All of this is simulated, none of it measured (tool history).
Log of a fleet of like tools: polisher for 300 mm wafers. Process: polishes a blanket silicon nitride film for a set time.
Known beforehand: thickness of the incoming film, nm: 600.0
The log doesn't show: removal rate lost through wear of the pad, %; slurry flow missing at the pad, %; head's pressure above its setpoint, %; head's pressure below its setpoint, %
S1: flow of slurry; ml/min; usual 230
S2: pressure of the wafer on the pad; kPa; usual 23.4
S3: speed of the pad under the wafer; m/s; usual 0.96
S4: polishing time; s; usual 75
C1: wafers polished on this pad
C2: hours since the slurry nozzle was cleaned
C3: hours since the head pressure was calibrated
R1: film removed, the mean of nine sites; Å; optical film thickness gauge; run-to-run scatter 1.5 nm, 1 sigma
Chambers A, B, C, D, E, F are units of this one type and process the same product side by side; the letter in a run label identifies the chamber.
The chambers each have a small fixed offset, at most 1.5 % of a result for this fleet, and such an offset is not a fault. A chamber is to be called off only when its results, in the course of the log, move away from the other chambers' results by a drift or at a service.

Run 1E, hour 2.5: usual settings; C1 560; C2 40.0; C3 68.9. Result: R1 1199.9 Å.
At hour 2.7: chamber A: slurry nozzle cleaned.
At hour 6.2: chamber B: worn pad replaced by a new one.
Run 2A, hour 6.6: usual settings; C1 261; C2 3.9; C3 372.2. Result: R1 1222.4 Å.
Run 3D, hour 11.0: usual settings; C1 217; C2 626.5; C3 303.8. Result: R1 1219.0 Å.
Run 4F, hour 16.2: usual settings; C1 342; C2 30.0; C3 118.7. Result: R1 1194.0 Å.
At hour 17.7: chamber C: slurry nozzle cleaned.
Run 5C, hour 19.3: usual settings; C1 378; C2 1.7; C3 670.9. Result: R1 1200.6 Å.
At hour 22.8: chamber D: head pressure recalibrated.
Run 6B, hour 23.0: usual settings; C1 187; C2 89.6; C3 690.6. Result: R1 1208.8 Å.
Run 7E, hour 28.5: usual settings; C1 849; C2 66.0; C3 94.9. Result: R1 1221.2 Å.
Run 8F, hour 33.9: usual settings; C1 539; C2 47.7; C3 136.4. Result: R1 1190.0 Å.
Run 9A, hour 38.1: usual settings; C1 612; C2 35.4; C3 403.7. Result: R1 1180.8 Å.
At hour 39.4: chamber D: worn pad replaced by a new one.
Run 10B, hour 41.1: usual settings but S3 0.80 m/s, S4 88 s; C1 389; C2 107.7; C3 708.7. Result: R1 1220.3 Å.
Run 11D, hour 45.5: usual settings but S3 0.80 m/s, S4 88 s; C1 67; C2 661.0; C3 22.7. Result: R1 1229.3 Å.
Run 12C, hour 50.1: usual settings but S3 0.80 m/s, S4 88 s; C1 720; C2 32.5; C3 701.7. Result: R1 1226.2 Å.
At hour 50.7: chamber E: worn pad replaced by a new one.
Run 13E, hour 55.2: usual settings but S3 0.80 m/s, S4 88 s; C1 50; C2 92.7; C3 121.6. Result: R1 1207.9 Å.
Run 14C, hour 60.8: usual settings but S3 0.80 m/s, S4 88 s; C1 839; C2 43.2; C3 712.4. Result: R1 1237.7 Å.
Run 15D, hour 65.3: usual settings but S3 0.80 m/s, S4 88 s; C1 287; C2 680.8; C3 42.5. Result: R1 1220.8 Å.
At hour 67.2: chamber B: worn pad replaced by a new one.
Run 16F, hour 68.3: usual settings; C1 921; C2 82.1; C3 170.8. Result: R1 1189.6 Å.
Run 17B, hour 71.8: usual settings; C1 52; C2 138.4; C3 739.4. Result: R1 1214.6 Å.
At hour 75.2: chamber F: worn pad replaced by a new one.
Run 18A, hour 77.0: usual settings; C1 1044; C2 74.3; C3 442.6. Result: R1 1209.5 Å.
At hour 77.9: chamber D: slurry nozzle cleaned.
Run 19A, hour 81.0: usual settings; C1 1089; C2 78.3; C3 446.6. Result: R1 1204.9 Å.
Run 20E, hour 85.4: usual settings; C1 386; C2 122.9; C3 151.8. Result: R1 1215.5 Å.
Run 21D, hour 88.9: usual settings; C1 550; C2 11.0; C3 66.1. Result: R1 1174.1 Å.
At hour 93.1: chamber D: worn pad replaced by a new one.
Run 22B, hour 94.1: usual settings; C1 300; C2 160.7; C3 761.7. Result: R1 1209.9 Å.
Run 23F, hour 98.1: usual settings; C1 255; C2 111.9; C3 200.6. Result: R1 1174.4 Å.
At hour 100.9: chamber A: worn pad replaced by a new one.
Run 24C, hour 103.3: usual settings; C1 1311; C2 85.7; C3 754.9. Result: R1 1207.9 Å.
Run 25E, hour 107.1: usual settings; C1 627; C2 144.6; C3 173.5. Result: R1 1201.7 Å.
At hour 109.5: chamber C: worn pad replaced by a new one.
Run 26B, hour 111.0: usual settings; C1 488; C2 177.6; C3 778.6. Result: R1 1216.0 Å.
Run 27D, hour 113.5: usual settings; C1 226; C2 35.6; C3 90.7. Result: R1 1227.1 Å.
Run 28C, hour 118.2: usual settings; C1 96; C2 100.6; C3 769.8. Result: R1 1191.6 Å.
At hour 121.2: chamber B: worn pad replaced by a new one.
Run 29F, hour 121.3: usual settings; C1 513; C2 135.1; C3 223.8. Result: R1 1133.4 Å.
Run 30A, hour 124.8: usual settings; C1 265; C2 122.1; C3 490.4. Result: R1 1219.1 Å.
Run 31F, hour 128.7: usual settings; C1 595; C2 142.5; C3 231.2. Result: R1 1132.9 Å.
At hour 130.7: chamber E: worn pad replaced by a new one.
Run 32B, hour 132.9: usual settings; C1 130; C2 199.5; C3 800.5. Result: R1 1225.7 Å.
Run 33A, hour 137.9: usual settings; C1 411; C2 135.2; C3 503.5. Result: R1 1210.8 Å.
At hour 140.2: chamber D: worn pad replaced by a new one.
Run 34D, hour 141.9: usual settings; C1 18; C2 64.0; C3 119.1. Result: R1 1201.4 Å.
Run 35C, hour 146.8: usual settings; C1 414; C2 129.2; C3 798.4. Result: R1 1208.3 Å.
Run 36E, hour 151.5: usual settings; C1 231; C2 189.0; C3 217.9. Result: R1 1217.5 Å.
Run 37D, hour 154.8: usual settings; C1 162; C2 76.9; C3 132.0. Result: R1 1207.9 Å.
Run 38B, hour 158.4: usual settings; C1 414; C2 225.0; C3 826.0. Result: R1 1200.8 Å.
Run 39C, hour 163.2: usual settings but S1 295 ml/min, S4 94 s; C1 597; C2 145.6; C3 814.8. Result: R1 1542.8 Å.
Run 40A, hour 166.2: usual settings but S1 295 ml/min, S4 94 s; C1 726; C2 163.5; C3 531.8. Result: R1 1567.6 Å.
Run 41E, hour 170.9: usual settings but S1 295 ml/min, S4 94 s; C1 447; C2 208.4; C3 237.3. Result: R1 1506.8 Å.

One chamber off, gauge drift, or nothing amiss beyond the chambers' own small offsets? If it is a chamber, which one, and what is the likeliest cause?

Chamber F drifts away from the others.
What lies behind it: head's pressure below its setpoint, % = 10.8.

Chamber F could run next with any of the 4 candidate recipes listed below; each alters the usual settings, and their results appear as question marks. Which one brings its results back in line with what the other chambers deliver on the usual settings?
In line here means within this much of the mean the other chambers give on the usual settings: R1 52.00 Å
Run 42F-1, hour 175.0: usual settings but S2 25.5 kPa, S3 1.04 m/s, S4 82 s. Result: R1 ?.
Run 42F-2, hour 175.0: usual settings but S1 225 ml/min, S3 0.86 m/s, S4 65 s. Result: R1 ?.
Run 42F-3, hour 175.0: usual settings but S2 20.7 kPa. Result: R1 ?.
Run 42F-4, hour 175.0: usual settings but S3 1.02 m/s, S4 81 s. Result: R1 ?.

Usual-settings mean across the other chambers: R1 1207.10 Å
  run       R1
42F-1  1361.80
42F-2   846.99
42F-3   943.40
42F-4  1215.30
The answer is 42F-4, which returns the chamber to within the allowed miss of the others.
